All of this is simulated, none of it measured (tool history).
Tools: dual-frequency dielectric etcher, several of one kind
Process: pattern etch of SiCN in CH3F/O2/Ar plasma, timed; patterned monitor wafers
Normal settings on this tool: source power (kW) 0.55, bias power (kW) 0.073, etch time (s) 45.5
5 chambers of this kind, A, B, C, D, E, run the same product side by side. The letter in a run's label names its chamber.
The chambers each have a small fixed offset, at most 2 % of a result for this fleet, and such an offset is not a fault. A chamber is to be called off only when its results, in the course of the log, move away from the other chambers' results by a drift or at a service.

run   hour  source power (kW)  bias power (kW)  etch time (s)  hours since the last wet clean  hours since the last source power generator calibration  hours since the last bias power generator calibration  read-back reference wafer on the same gauge, depth_nm  mean etch depth across the wafer (angstrom)
       3.7  -- chamber C: wet clean of the chamber
 1B    7.3               0.55            0.073           45.5                           416.4                                                    279.6                                                  434.4                                                 19.011                                       190.89
 2E   12.3               0.55            0.073           45.5                           324.1                                                   1227.6                                                  142.6                                                 19.012                                       197.36
 3C     20               0.55            0.073           45.5                            16.3                                                   1159.1                                                 2391.1                                                 18.987                                       193.25
 4A   25.7               0.55            0.073           45.5                           155.6                                                   1166.4                                                  607.8                                                 19.009                                       193.18
 5D   30.2               0.55            0.073           45.5                           470.3                                                   2070.9                                                 2189.5                                                 18.978                                       192.94
 6B   38.3               0.55            0.073           45.5                           447.4                                                    310.6                                                  465.4                                                 19.018                                       189.78
 7E   43.3               0.55            0.073           45.5                           355.1                                                   1258.6                                                  173.6                                                 19.018                                       195.49
 8A   48.5               0.55            0.073           45.5                           178.4                                                   1189.2                                                  630.6                                                  18.99                                       192.35
 9D   56.9               0.55            0.073           45.5                             497                                                   2097.6                                                 2216.2                                                 18.996                                        192.9
      60.3  -- chamber B: wet clean of the chamber
10C   66.3               0.55            0.073           45.5                            62.6                                                   1205.4                                                 2437.4                                                 18.992                                       193.09
11E   75.3               0.55            0.073           45.5                           387.1                                                   1290.6                                                  205.6                                                 18.997                                       195.79
12C   82.1               0.55            0.073           45.5                            78.4                                                   1221.2                                                 2453.2                                                 19.006                                        193.5
13D   88.9               0.55            0.073           45.5                             529                                                   2129.6                                                 2248.2                                                 19.001                                       193.47
      95.2  -- chamber D: wet clean of the chamber
14B     96               0.55            0.073           45.5                            35.8                                                    368.3                                                  523.1                                                 19.015                                       189.81
15A  103.4               0.55            0.073           45.5                           233.3                                                   1244.1                                                  685.5                                                 19.003                                       193.76
16B  111.3               0.55            0.073           45.5                            51.1                                                    383.6                                                  538.4                                                 18.999                                       188.51
17E  120.5               0.55            0.073           45.5                           432.3                                                   1335.8                                                  250.8                                                 18.999                                       195.04
18A  127.4               0.55            0.073           45.5                           257.3                                                   1268.1                                                  709.5                                                 18.996                                       194.91
19C  135.8               0.55            0.073           45.5                           132.1                                                   1274.9                                                 2506.9                                                 19.017                                       192.93
20D  144.9                0.6            0.066           45.5                            49.8                                                   2185.6                                                 2304.2                                                 18.998                                       192.06
21C  150.6                0.6            0.066           45.5                           146.9                                                   1289.7                                                 2521.7                                                 18.984                                       194.21
22B  159.9                0.6            0.066           45.5                            99.7                                                    432.2                                                    587                                                 18.981                                        188.9
23A  169.3                0.6            0.066           45.5                           299.2                                                     1310                                                  751.4                                                  19.01                                       192.43
24E  178.8                0.6            0.066           45.5                           490.6                                                   1394.1                                                  309.1                                                 19.001                                       195.32
25D  187.3               0.55            0.073           45.5                            92.2                                                     2228                                                 2346.6                                                 18.999                                       192.37
26E  191.5               0.55            0.073           45.5                           503.3                                                   1406.8                                                  321.8                                                 18.986                                       196.22
27A  198.5               0.55            0.073           45.5                           328.4                                                   1339.2                                                  780.6                                                  19.01                                       194.88
28B  206.9               0.55            0.073           45.5                           146.7                                                    479.2                                                    634                                                 19.002                                       191.72
29C  213.8               0.55            0.073           45.5                           210.1                                                   1352.9                                                 2584.9                                                 19.018                                        194.1
30D  222.5               0.55            0.073           45.5                           127.4                                                   2263.2                                                 2381.8                                                 18.982                                       192.35
31D  227.5               0.55            0.073           45.5                           132.4                                                   2268.2                                                 2386.8                                                 18.986                                       192.96

Next, every chamber runs the same settings. What will each give?
32A  234.3               0.55            0.073           45.5                                                                                                                                                                                                                                                   ?
32B  234.3               0.55            0.073           45.5                                                                                                                                                                                                                                                   ?
32C  234.3               0.55            0.073           45.5                                                                                                                                                                                                                                                   ?
32D  234.3               0.55            0.073           45.5                                                                                                                                                                                                                                                   ?
32E  234.3               0.55            0.073           45.5                                                                                                                                                                                                                                                   ?

run  mean etch depth across the wafer (angstrom)
32A                                       192.17
32B                                       190.41
32C                                       191.73
32D                                       193.81
32E                                       195.62

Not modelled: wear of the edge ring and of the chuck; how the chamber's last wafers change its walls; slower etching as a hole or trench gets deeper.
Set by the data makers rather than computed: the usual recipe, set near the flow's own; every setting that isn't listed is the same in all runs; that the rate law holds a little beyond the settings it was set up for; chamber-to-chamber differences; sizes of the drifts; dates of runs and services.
